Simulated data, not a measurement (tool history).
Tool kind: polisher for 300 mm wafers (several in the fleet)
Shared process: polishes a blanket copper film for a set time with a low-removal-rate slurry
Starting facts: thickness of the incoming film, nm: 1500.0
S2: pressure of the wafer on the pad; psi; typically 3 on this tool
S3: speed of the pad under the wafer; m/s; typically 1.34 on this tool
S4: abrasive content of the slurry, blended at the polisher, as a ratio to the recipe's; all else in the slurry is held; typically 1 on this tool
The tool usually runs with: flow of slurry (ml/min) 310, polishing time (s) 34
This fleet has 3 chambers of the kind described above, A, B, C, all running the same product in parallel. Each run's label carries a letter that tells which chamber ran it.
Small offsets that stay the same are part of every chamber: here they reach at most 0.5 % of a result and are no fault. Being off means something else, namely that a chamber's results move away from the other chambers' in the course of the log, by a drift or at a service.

run 1A hour=4 | flow_of_slurry_(ml/min)=310 S2=3 S3=1.34 S4=1 polishing_time_(s)=34 | film_removed_(Å)=1654.2
run 2B hour=11.2 | flow_of_slurry_(ml/min)=310 S2=3 S3=1.34 S4=1 polishing_time_(s)=34 | film_removed_(Å)=1663.1
-- hour=13.6 chamber C: slurry blender recalibrated
run 3C hour=17.5 | flow_of_slurry_(ml/min)=310 S2=3 S3=1.34 S4=1 polishing_time_(s)=34 | film_removed_(Å)=1646.4
-- hour=18.2 chamber A: head pressure recalibrated
run 4A hour=21.9 | flow_of_slurry_(ml/min)=310 S2=3 S3=1.34 S4=1 polishing_time_(s)=34 | film_removed_(Å)=1640.5
run 5C hour=26 | flow_of_slurry_(ml/min)=310 S2=3 S3=1.34 S4=1 polishing_time_(s)=34 | film_removed_(Å)=1631.6
run 6B hour=32.6 | flow_of_slurry_(ml/min)=310 S2=3 S3=1.34 S4=1 polishing_time_(s)=34 | film_removed_(Å)=1625.2
run 7B hour=38.9 | flow_of_slurry_(ml/min)=310 S2=3 S3=1.34 S4=1 polishing_time_(s)=34 | film_removed_(Å)=1637.1
run 8A hour=44.1 | flow_of_slurry_(ml/min)=310 S2=3 S3=1.34 S4=1 polishing_time_(s)=34 | film_removed_(Å)=1634
run 9C hour=47.6 | flow_of_slurry_(ml/min)=310 S2=3 S3=1.34 S4=1 polishing_time_(s)=34 | film_removed_(Å)=1625.5
run 10A hour=51.9 | flow_of_slurry_(ml/min)=310 S2=3 S3=1.34 S4=1 polishing_time_(s)=34 | film_removed_(Å)=1615.4
-- hour=55.4 chamber B: head pressure recalibrated
run 11C hour=56.5 | flow_of_slurry_(ml/min)=310 S2=3 S3=1.34 S4=1 polishing_time_(s)=34 | film_removed_(Å)=1631.5
-- hour=57.3 chamber A: worn pad replaced by a new one
run 12B hour=61 | flow_of_slurry_(ml/min)=310 S2=3 S3=1.34 S4=1 polishing_time_(s)=34 | film_removed_(Å)=1590.7
run 13C hour=66.5 | flow_of_slurry_(ml/min)=310 S2=2.1 S3=1.34 S4=1 polishing_time_(s)=34 | film_removed_(Å)=1125.6
-- hour=70.3 chamber C: worn pad replaced by a new one
run 14A hour=70.6 | flow_of_slurry_(ml/min)=310 S2=2.1 S3=1.34 S4=1 polishing_time_(s)=34 | film_removed_(Å)=1145
run 15B hour=76.2 | flow_of_slurry_(ml/min)=310 S2=2.1 S3=1.34 S4=1 polishing_time_(s)=34 | film_removed_(Å)=1103.8
run 16C hour=83.5 | flow_of_slurry_(ml/min)=310 S2=3 S3=1.34 S4=1 polishing_time_(s)=34 | film_removed_(Å)=1629.5
run 17B hour=88.2 | flow_of_slurry_(ml/min)=310 S2=3 S3=1.34 S4=1 polishing_time_(s)=34 | film_removed_(Å)=1563.3
run 18A hour=94.1 | flow_of_slurry_(ml/min)=310 S2=3 S3=1.34 S4=1 polishing_time_(s)=34 | film_removed_(Å)=1629
run 19C hour=98.2 | flow_of_slurry_(ml/min)=310 S2=3 S3=1.34 S4=1 polishing_time_(s)=34 | film_removed_(Å)=1635.1
run 20A hour=102 | flow_of_slurry_(ml/min)=310 S2=3 S3=1.34 S4=1 polishing_time_(s)=34 | film_removed_(Å)=1644
run 21B hour=105.5 | flow_of_slurry_(ml/min)=310 S2=3 S3=1.34 S4=1 polishing_time_(s)=34 | film_removed_(Å)=1534.6

Read the log: is a single chamber off, either drifting away or since a service, is the gauge that measures every chamber drifting, or is nothing wrong beyond small per-chamber offsets? Name any odd chamber and what most likely caused it.

Chamber B drifts away from the others.
Most likely cause: removal rate lost through wear of the pad, % = 7.79.
The log may not separate it from: abrasive missing from the slurry, %.

Here are 4 candidates for chamber B's next run, each the usual settings with a change, their results left as question marks. Which one brings its results back in line with what the others give on the usual settings?
Counts as in line when no further than this from what the other chambers average on the usual settings: film removed (Å) 42
run 22B-1 hour=110.7 | flow_of_slurry_(ml/min)=310 S2=3.1 S3=1.4 S4=1 polishing_time_(s)=36 | film_removed_(Å)=?
run 22B-2 hour=110.7 | flow_of_slurry_(ml/min)=310 S2=2.8 S3=1.34 S4=1 polishing_time_(s)=34 | film_removed_(Å)=?
run 22B-3 hour=110.7 | flow_of_slurry_(ml/min)=310 S2=2.9 S3=1.28 S4=1 polishing_time_(s)=32 | film_removed_(Å)=?
run 22B-4 hour=110.7 | flow_of_slurry_(ml/min)=310 S2=3.1 S3=1.36 S4=1 polishing_time_(s)=35 | film_removed_(Å)=?

On the usual settings, the other chambers give on average: film removed (Å) 1638.6
run=22B-1 film_removed_(Å)=1743.5
run=22B-2 film_removed_(Å)=1425.5
run=22B-3 film_removed_(Å)=1327.7
run=22B-4 film_removed_(Å)=1647.2
Change 22B-4 lands the chamber within the allowed miss of the other chambers.
